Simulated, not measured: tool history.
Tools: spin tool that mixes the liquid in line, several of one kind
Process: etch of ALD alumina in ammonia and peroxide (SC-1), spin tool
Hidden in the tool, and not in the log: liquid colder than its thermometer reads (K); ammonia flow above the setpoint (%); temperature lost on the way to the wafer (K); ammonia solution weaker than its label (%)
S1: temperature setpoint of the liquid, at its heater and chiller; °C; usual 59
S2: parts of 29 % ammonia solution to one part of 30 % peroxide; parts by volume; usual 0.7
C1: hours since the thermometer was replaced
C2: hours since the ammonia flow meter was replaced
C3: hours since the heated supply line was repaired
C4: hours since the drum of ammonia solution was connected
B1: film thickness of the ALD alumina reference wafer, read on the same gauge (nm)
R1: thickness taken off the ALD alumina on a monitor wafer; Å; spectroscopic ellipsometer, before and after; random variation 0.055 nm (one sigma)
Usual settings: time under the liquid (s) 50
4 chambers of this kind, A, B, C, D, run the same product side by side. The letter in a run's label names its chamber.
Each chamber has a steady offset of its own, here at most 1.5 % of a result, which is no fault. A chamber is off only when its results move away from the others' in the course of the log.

run 1D hour=2.9 | S1=59 S2=0.7 time_under_the_liquid_(s)=50 | C1=10.8 C2=120.4 C3=463.9 C4=103.1 | B1=40.029 | R1=64.069
run 2B hour=7.5 | S1=59 S2=0.7 time_under_the_liquid_(s)=50 | C1=1287 C2=1149.9 C3=971.8 C4=29.2 | B1=40.01 | R1=63.161
run 3A hour=11.2 | S1=59 S2=0.7 time_under_the_liquid_(s)=50 | C1=43 C2=524.6 C3=1516.4 C4=809.9 | B1=40.021 | R1=62.63
-- hour=13.2 chamber B: heated supply line repaired
run 4C hour=15 | S1=59 S2=0.7 time_under_the_liquid_(s)=50 | C1=2824.4 C2=517.8 C3=737.6 C4=473.4 | B1=40.021 | R1=63.488
run 5C hour=17.5 | S1=59 S2=0.7 time_under_the_liquid_(s)=50 | C1=2826.9 C2=520.3 C3=740.1 C4=475.9 | B1=39.976 | R1=62.178
run 6D hour=20.8 | S1=59 S2=0.7 time_under_the_liquid_(s)=50 | C1=28.7 C2=138.3 C3=481.8 C4=121 | B1=40.009 | R1=62.806
run 7A hour=24.3 | S1=59 S2=0.7 time_under_the_liquid_(s)=50 | C1=56.1 C2=537.7 C3=1529.5 C4=823 | B1=40.018 | R1=63.599
run 8B hour=26.5 | S1=59 S2=0.7 time_under_the_liquid_(s)=50 | C1=1306 C2=1168.9 C3=13.4 C4=48.2 | B1=39.988 | R1=62.204
run 9C hour=30.6 | S1=59 S2=0.7 time_under_the_liquid_(s)=50 | C1=2840 C2=533.4 C3=753.2 C4=489 | B1=40.001 | R1=62.95
run 10A hour=34.7 | S1=59 S2=0.7 time_under_the_liquid_(s)=50 | C1=66.5 C2=548.1 C3=1539.9 C4=833.4 | B1=39.973 | R1=62.212
run 11D hour=39.1 | S1=59 S2=0.8 time_under_the_liquid_(s)=50 | C1=47 C2=156.6 C3=500.1 C4=139.3 | B1=39.965 | R1=64.485
run 12B hour=41.4 | S1=59 S2=0.8 time_under_the_liquid_(s)=50 | C1=1320.9 C2=1183.8 C3=28.3 C4=63.1 | B1=39.985 | R1=62.749
run 13A hour=43.9 | S1=59 S2=0.8 time_under_the_liquid_(s)=50 | C1=75.7 C2=557.3 C3=1549.1 C4=842.6 | B1=40 | R1=62.592
run 14B hour=48.5 | S1=59 S2=0.8 time_under_the_liquid_(s)=50 | C1=1328 C2=1190.9 C3=35.4 C4=70.2 | B1=39.987 | R1=64.098
run 15D hour=51.9 | S1=59 S2=0.7 time_under_the_liquid_(s)=50 | C1=59.8 C2=169.4 C3=512.9 C4=152.1 | B1=39.999 | R1=62.864
run 16C hour=54.7 | S1=63 S2=0.7 time_under_the_liquid_(s)=50 | C1=2864.1 C2=557.5 C3=777.3 C4=513.1 | B1=40.006 | R1=77.144
run 17D hour=58.9 | S1=63 S2=0.7 time_under_the_liquid_(s)=50 | C1=66.8 C2=176.4 C3=519.9 C4=159.1 | B1=40.023 | R1=77.766
run 18A hour=62.8 | S1=63 S2=0.7 time_under_the_liquid_(s)=50 | C1=94.6 C2=576.2 C3=1568 C4=861.5 | B1=39.992 | R1=77.213
-- hour=64.2 chamber C: thermometer replaced
run 19B hour=65.1 | S1=63 S2=0.7 time_under_the_liquid_(s)=50 | C1=1344.6 C2=1207.5 C3=52 C4=86.8 | B1=40.002 | R1=76.622
run 20C hour=68.7 | S1=59 S2=0.7 time_under_the_liquid_(s)=50 | C1=4.6 C2=571.5 C3=791.3 C4=527.1 | B1=39.955 | R1=61.587
run 21A hour=73.7 | S1=59 S2=0.7 time_under_the_liquid_(s)=50 | C1=105.5 C2=587.1 C3=1578.9 C4=872.4 | B1=39.971 | R1=62.645
run 22D hour=77.1 | S1=59 S2=0.7 time_under_the_liquid_(s)=50 | C1=85 C2=194.6 C3=538.1 C4=177.3 | B1=39.995 | R1=63.428
run 23C hour=80.2 | S1=59 S2=0.7 time_under_the_liquid_(s)=50 | C1=16.1 C2=583 C3=802.8 C4=538.6 | B1=39.996 | R1=63.209
run 24B hour=84.4 | S1=50.5 S2=0.7 time_under_the_liquid_(s)=70 | C1=1363.9 C2=1226.8 C3=71.3 C4=106.1 | B1=40.002 | R1=56.485
run 25D hour=87.9 | S1=50.5 S2=0.7 time_under_the_liquid_(s)=70 | C1=95.8 C2=205.4 C3=548.9 C4=188.1 | B1=40.02 | R1=56.186
run 26B hour=92.3 | S1=50.5 S2=0.7 time_under_the_liquid_(s)=70 | C1=1371.8 C2=1234.7 C3=79.2 C4=114 | B1=40.01 | R1=55.345
run 27C hour=94.5 | S1=50.5 S2=0.7 time_under_the_liquid_(s)=70 | C1=30.4 C2=597.3 C3=817.1 C4=552.9 | B1=40.019 | R1=54.717
run 28A hour=97.6 | S1=59 S2=0.7 time_under_the_liquid_(s)=50 | C1=129.4 C2=611 C3=1602.8 C4=896.3 | B1=40.01 | R1=63.102
run 29D hour=101.3 | S1=59 S2=0.7 time_under_the_liquid_(s)=50 | C1=109.2 C2=218.8 C3=562.3 C4=201.5 | B1=40.027 | R1=63.37
run 30B hour=106.1 | S1=59 S2=0.7 time_under_the_liquid_(s)=50 | C1=1385.6 C2=1248.5 C3=93 C4=127.8 | B1=39.98 | R1=62.458
run 31A hour=109 | S1=59 S2=0.7 time_under_the_liquid_(s)=50 | C1=140.8 C2=622.4 C3=1614.2 C4=907.7 | B1=40.022 | R1=63.426
run 32C hour=113 | S1=59 S2=0.7 time_under_the_liquid_(s)=50 | C1=48.9 C2=615.8 C3=835.6 C4=571.4 | B1=39.999 | R1=62.229
run 33B hour=115.4 | S1=59 S2=0.7 time_under_the_liquid_(s)=50 | C1=1394.9 C2=1257.8 C3=102.3 C4=137.1 | B1=39.949 | R1=62.578
run 34D hour=117.9 | S1=59 S2=0.7 time_under_the_liquid_(s)=50 | C1=125.8 C2=235.4 C3=578.9 C4=218.1 | B1=40.006 | R1=62.884
run 35A hour=120.2 | S1=59 S2=0.7 time_under_the_liquid_(s)=50 | C1=152 C2=633.6 C3=1625.4 C4=918.9 | B1=39.968 | R1=62.829
run 36C hour=122.9 | S1=59 S2=0.7 time_under_the_liquid_(s)=50 | C1=58.8 C2=625.7 C3=845.5 C4=581.3 | B1=39.989 | R1=63.65
run 37C hour=126.9 | S1=59 S2=0.7 time_under_the_liquid_(s)=50 | C1=62.8 C2=629.7 C3=849.5 C4=585.3 | B1=40.016 | R1=62.958
run 38B hour=129.2 | S1=59 S2=0.95 time_under_the_liquid_(s)=50 | C1=1408.7 C2=1271.6 C3=116.1 C4=150.9 | B1=39.959 | R1=62.95
run 39D hour=132.7 | S1=59 S2=0.95 time_under_the_liquid_(s)=50 | C1=140.6 C2=250.2 C3=593.7 C4=232.9 | B1=40.005 | R1=64.63
run 40A hour=135.3 | S1=59 S2=0.95 time_under_the_liquid_(s)=50 | C1=167.1 C2=648.7 C3=1640.5 C4=934 | B1=39.988 | R1=65.711
run 41B hour=138 | S1=59 S2=0.95 time_under_the_liquid_(s)=50 | C1=1417.5 C2=1280.4 C3=124.9 C4=159.7 | B1=40.001 | R1=64.544
run 42D hour=143.2 | S1=59 S2=0.7 time_under_the_liquid_(s)=50 | C1=151.1 C2=260.7 C3=604.2 C4=243.4 | B1=40.025 | R1=63.373
run 43C hour=148.1 | S1=59 S2=0.7 time_under_the_liquid_(s)=50 | C1=84 C2=650.9 C3=870.7 C4=606.5 | B1=40.004 | R1=62.795
run 44A hour=150.7 | S1=51 S2=0.7 time_under_the_liquid_(s)=35 | C1=182.5 C2=664.1 C3=1655.9 C4=949.4 | B1=40.007 | R1=29.04

What goes on in this fleet: one chamber off, a drifting gauge, or nothing beyond the chambers' own small offsets? Name the chamber and the cause, if any.

No chamber stands off beyond its own small offset, and the gauge holds steady.
